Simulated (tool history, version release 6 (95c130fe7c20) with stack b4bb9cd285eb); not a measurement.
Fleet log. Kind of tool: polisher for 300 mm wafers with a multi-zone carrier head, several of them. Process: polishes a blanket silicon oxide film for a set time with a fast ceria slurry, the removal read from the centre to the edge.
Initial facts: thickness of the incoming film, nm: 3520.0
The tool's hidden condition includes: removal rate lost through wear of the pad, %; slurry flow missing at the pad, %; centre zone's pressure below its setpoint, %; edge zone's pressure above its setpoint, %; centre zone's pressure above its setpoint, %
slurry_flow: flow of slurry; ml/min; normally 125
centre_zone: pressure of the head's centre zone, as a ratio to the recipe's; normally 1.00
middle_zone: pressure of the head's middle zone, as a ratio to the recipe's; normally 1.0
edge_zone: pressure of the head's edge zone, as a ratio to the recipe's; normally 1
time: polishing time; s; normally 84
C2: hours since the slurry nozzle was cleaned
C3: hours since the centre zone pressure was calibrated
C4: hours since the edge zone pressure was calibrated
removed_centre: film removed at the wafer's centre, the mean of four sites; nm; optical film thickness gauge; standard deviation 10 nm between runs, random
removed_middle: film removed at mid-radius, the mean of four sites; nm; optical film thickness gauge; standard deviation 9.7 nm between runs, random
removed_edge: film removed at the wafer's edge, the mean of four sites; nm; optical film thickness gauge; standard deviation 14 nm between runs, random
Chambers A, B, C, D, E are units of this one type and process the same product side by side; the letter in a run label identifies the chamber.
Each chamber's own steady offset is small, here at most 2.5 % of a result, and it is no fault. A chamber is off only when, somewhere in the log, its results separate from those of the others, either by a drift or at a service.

run 1E hour=4.0 | slurry_flow=125 centre_zone=1.00 middle_zone=1.0 edge_zone=1 time=84 | wafers_polished_on_this_pad=334 C2=356.6 C3=473.8 C4=55.5 | removed_centre=1332.8 removed_middle=1298.1 removed_edge=1314.2
run 2B hour=8.1 | slurry_flow=125 centre_zone=1.00 middle_zone=1.0 edge_zone=1 time=84 | wafers_polished_on_this_pad=758 C2=336.5 C3=121.7 C4=124.6 | removed_centre=1318.6 removed_middle=1305.2 removed_edge=1313.0
run 3A hour=11.8 | slurry_flow=125 centre_zone=1.00 middle_zone=1.0 edge_zone=1 time=84 | wafers_polished_on_this_pad=722 C2=83.1 C3=389.8 C4=273.6 | removed_centre=1303.0 removed_middle=1308.4 removed_edge=1286.3
-- hour=14.0 chamber E: slurry nozzle cleaned
-- hour=14.5 chamber A: worn pad replaced by a new one
-- hour=15.0 chamber E: centre zone pressure recalibrated
run 4C hour=16.2 | slurry_flow=125 centre_zone=1.00 middle_zone=1.0 edge_zone=1 time=84 | wafers_polished_on_this_pad=401 C2=187.1 C3=152.4 C4=238.3 | removed_centre=1308.6 removed_middle=1342.3 removed_edge=1280.5
run 5D hour=19.9 | slurry_flow=125 centre_zone=1.00 middle_zone=1.0 edge_zone=1 time=84 | wafers_polished_on_this_pad=303 C2=576.7 C3=84.4 C4=287.7 | removed_centre=1322.5 removed_middle=1336.2 removed_edge=1320.9
run 6B hour=23.0 | slurry_flow=125 centre_zone=1.00 middle_zone=1.0 edge_zone=1 time=84 | wafers_polished_on_this_pad=919 C2=351.4 C3=136.6 C4=139.5 | removed_centre=1330.2 removed_middle=1316.1 removed_edge=1351.5
run 7E hour=25.8 | slurry_flow=125 centre_zone=1.00 middle_zone=1.0 edge_zone=1 time=84 | wafers_polished_on_this_pad=570 C2=11.9 C3=10.8 C4=77.3 | removed_centre=1298.6 removed_middle=1308.7 removed_edge=1299.1
-- hour=26.6 chamber C: worn pad replaced by a new one
run 8C hour=29.5 | slurry_flow=125 centre_zone=1.00 middle_zone=1.0 edge_zone=1 time=84 | wafers_polished_on_this_pad=31 C2=200.4 C3=165.7 C4=251.6 | removed_centre=1305.9 removed_middle=1341.6 removed_edge=1295.2
run 9D hour=33.2 | slurry_flow=125 centre_zone=1.00 middle_zone=1.0 edge_zone=1 time=84 | wafers_polished_on_this_pad=447 C2=590.0 C3=97.7 C4=301.0 | removed_centre=1303.5 removed_middle=1309.7 removed_edge=1311.2
-- hour=33.6 chamber E: worn pad replaced by a new one
run 10A hour=36.9 | slurry_flow=125 centre_zone=1.00 middle_zone=1.0 edge_zone=1 time=84 | wafers_polished_on_this_pad=242 C2=108.2 C3=414.9 C4=298.7 | removed_centre=1326.5 removed_middle=1284.2 removed_edge=1302.4
run 11E hour=40.1 | slurry_flow=125 centre_zone=1.11 middle_zone=1.0 edge_zone=1 time=84 | wafers_polished_on_this_pad=71 C2=26.2 C3=25.1 C4=91.6 | removed_centre=1470.6 removed_middle=1301.8 removed_edge=1359.6
run 12C hour=44.6 | slurry_flow=125 centre_zone=1.11 middle_zone=1.0 edge_zone=1 time=84 | wafers_polished_on_this_pad=195 C2=215.5 C3=180.8 C4=266.7 | removed_centre=1451.1 removed_middle=1343.8 removed_edge=1318.5
-- hour=46.8 chamber D: worn pad replaced by a new one
run 13A hour=48.8 | slurry_flow=125 centre_zone=1.11 middle_zone=1.0 edge_zone=1 time=84 | wafers_polished_on_this_pad=371 C2=120.1 C3=426.8 C4=310.6 | removed_centre=1466.3 removed_middle=1302.6 removed_edge=1301.5
run 14D hour=53.3 | slurry_flow=125 centre_zone=1.11 middle_zone=1.0 edge_zone=1 time=84 | wafers_polished_on_this_pad=71 C2=610.1 C3=117.8 C4=321.1 | removed_centre=1491.4 removed_middle=1313.6 removed_edge=1301.8
run 15B hour=55.5 | slurry_flow=125 centre_zone=1.11 middle_zone=1.0 edge_zone=1 time=84 | wafers_polished_on_this_pad=1271 C2=383.9 C3=169.1 C4=172.0 | removed_centre=1475.0 removed_middle=1324.0 removed_edge=1325.2
run 16C hour=58.0 | slurry_flow=125 centre_zone=1.00 middle_zone=1.0 edge_zone=1 time=84 | wafers_polished_on_this_pad=340 C2=228.9 C3=194.2 C4=280.1 | removed_centre=1307.6 removed_middle=1344.5 removed_edge=1296.1
run 17B hour=61.9 | slurry_flow=125 centre_zone=1.05 middle_zone=1.0 edge_zone=1 time=65 | wafers_polished_on_this_pad=1340 C2=390.3 C3=175.5 C4=178.4 | removed_centre=1072.6 removed_middle=1014.8 removed_edge=1024.5
run 18A hour=64.3 | slurry_flow=125 centre_zone=1.05 middle_zone=1.0 edge_zone=1 time=65 | wafers_polished_on_this_pad=538 C2=135.6 C3=442.3 C4=326.1 | removed_centre=1067.8 removed_middle=1013.2 removed_edge=1006.1
run 19E hour=66.5 | slurry_flow=125 centre_zone=1.05 middle_zone=1.0 edge_zone=1 time=65 | wafers_polished_on_this_pad=356 C2=52.6 C3=51.5 C4=118.0 | removed_centre=1067.0 removed_middle=1021.6 removed_edge=1041.2
-- hour=68.4 chamber B: worn pad replaced by a new one
-- hour=70.8 chamber C: worn pad replaced by a new one
run 20D hour=71.4 | slurry_flow=125 centre_zone=1.05 middle_zone=1.0 edge_zone=1 time=65 | wafers_polished_on_this_pad=266 C2=628.2 C3=135.9 C4=339.2 | removed_centre=1058.9 removed_middle=1006.1 removed_edge=1004.9
run 21C hour=75.5 | slurry_flow=125 centre_zone=1.05 middle_zone=1.0 edge_zone=1 time=65 | wafers_polished_on_this_pad=51 C2=246.4 C3=211.7 C4=297.6 | removed_centre=1073.6 removed_middle=1020.3 removed_edge=1023.3
run 22E hour=78.0 | slurry_flow=125 centre_zone=1.00 middle_zone=1.0 edge_zone=1 time=84 | wafers_polished_on_this_pad=481 C2=64.1 C3=63.0 C4=129.5 | removed_centre=1306.4 removed_middle=1342.1 removed_edge=1316.8
run 23B hour=81.8 | slurry_flow=125 centre_zone=1.00 middle_zone=1.0 edge_zone=1 time=71 | wafers_polished_on_this_pad=145 C2=410.2 C3=195.4 C4=198.3 | removed_centre=1126.2 removed_middle=1117.1 removed_edge=1107.7
-- hour=84.0 chamber A: worn pad replaced by a new one
run 24D hour=84.1 | slurry_flow=125 centre_zone=1.00 middle_zone=1.0 edge_zone=1 time=71 | wafers_polished_on_this_pad=404 C2=640.9 C3=148.6 C4=351.9 | removed_centre=1100.6 removed_middle=1106.3 removed_edge=1104.3
run 25A hour=87.5 | slurry_flow=125 centre_zone=1.00 middle_zone=1.0 edge_zone=1 time=71 | wafers_polished_on_this_pad=37 C2=158.8 C3=465.5 C4=349.3 | removed_centre=1100.7 removed_middle=1109.8 removed_edge=1114.0
run 26B hour=91.8 | slurry_flow=125 centre_zone=1.00 middle_zone=1.0 edge_zone=1 time=71 | wafers_polished_on_this_pad=253 C2=420.2 C3=205.4 C4=208.3 | removed_centre=1118.1 removed_middle=1114.6 removed_edge=1123.6
run 27C hour=94.1 | slurry_flow=125 centre_zone=1.00 middle_zone=1.0 edge_zone=1 time=71 | wafers_polished_on_this_pad=252 C2=265.0 C3=230.3 C4=316.2 | removed_centre=1109.4 removed_middle=1136.2 removed_edge=1115.2
run 28D hour=97.6 | slurry_flow=125 centre_zone=1.00 middle_zone=1.0 edge_zone=1 time=84 | wafers_polished_on_this_pad=550 C2=654.4 C3=162.1 C4=365.4 | removed_centre=1306.3 removed_middle=1320.8 removed_edge=1297.5
-- hour=99.2 chamber E: worn pad replaced by a new one
run 29E hour=99.9 | slurry_flow=125 centre_zone=1.00 middle_zone=1.0 edge_zone=1 time=84 | wafers_polished_on_this_pad=7 C2=86.0 C3=84.9 C4=151.4 | removed_centre=1314.6 removed_middle=1328.7 removed_edge=1322.1
run 30A hour=103.3 | slurry_flow=125 centre_zone=1.00 middle_zone=1.0 edge_zone=1 time=84 | wafers_polished_on_this_pad=208 C2=174.6 C3=481.3 C4=365.1 | removed_centre=1328.7 removed_middle=1300.2 removed_edge=1324.9
run 31A hour=106.3 | slurry_flow=125 centre_zone=1.00 middle_zone=1.0 edge_zone=1 time=84 | wafers_polished_on_this_pad=241 C2=177.6 C3=484.3 C4=368.1 | removed_centre=1297.0 removed_middle=1315.5 removed_edge=1323.4
run 32E hour=108.4 | slurry_flow=125 centre_zone=1.00 middle_zone=1.0 edge_zone=1 time=84 | wafers_polished_on_this_pad=99 C2=94.5 C3=93.4 C4=159.9 | removed_centre=1328.7 removed_middle=1312.4 removed_edge=1353.3

Decide between three cases: one chamber stands off from its peers, the gauge reading all wafers drifts, or nothing is wrong past each chamber's small offset. Where a chamber is off, say which and what most likely put it there.

No chamber stands off beyond its own small offset, and the gauge holds steady.
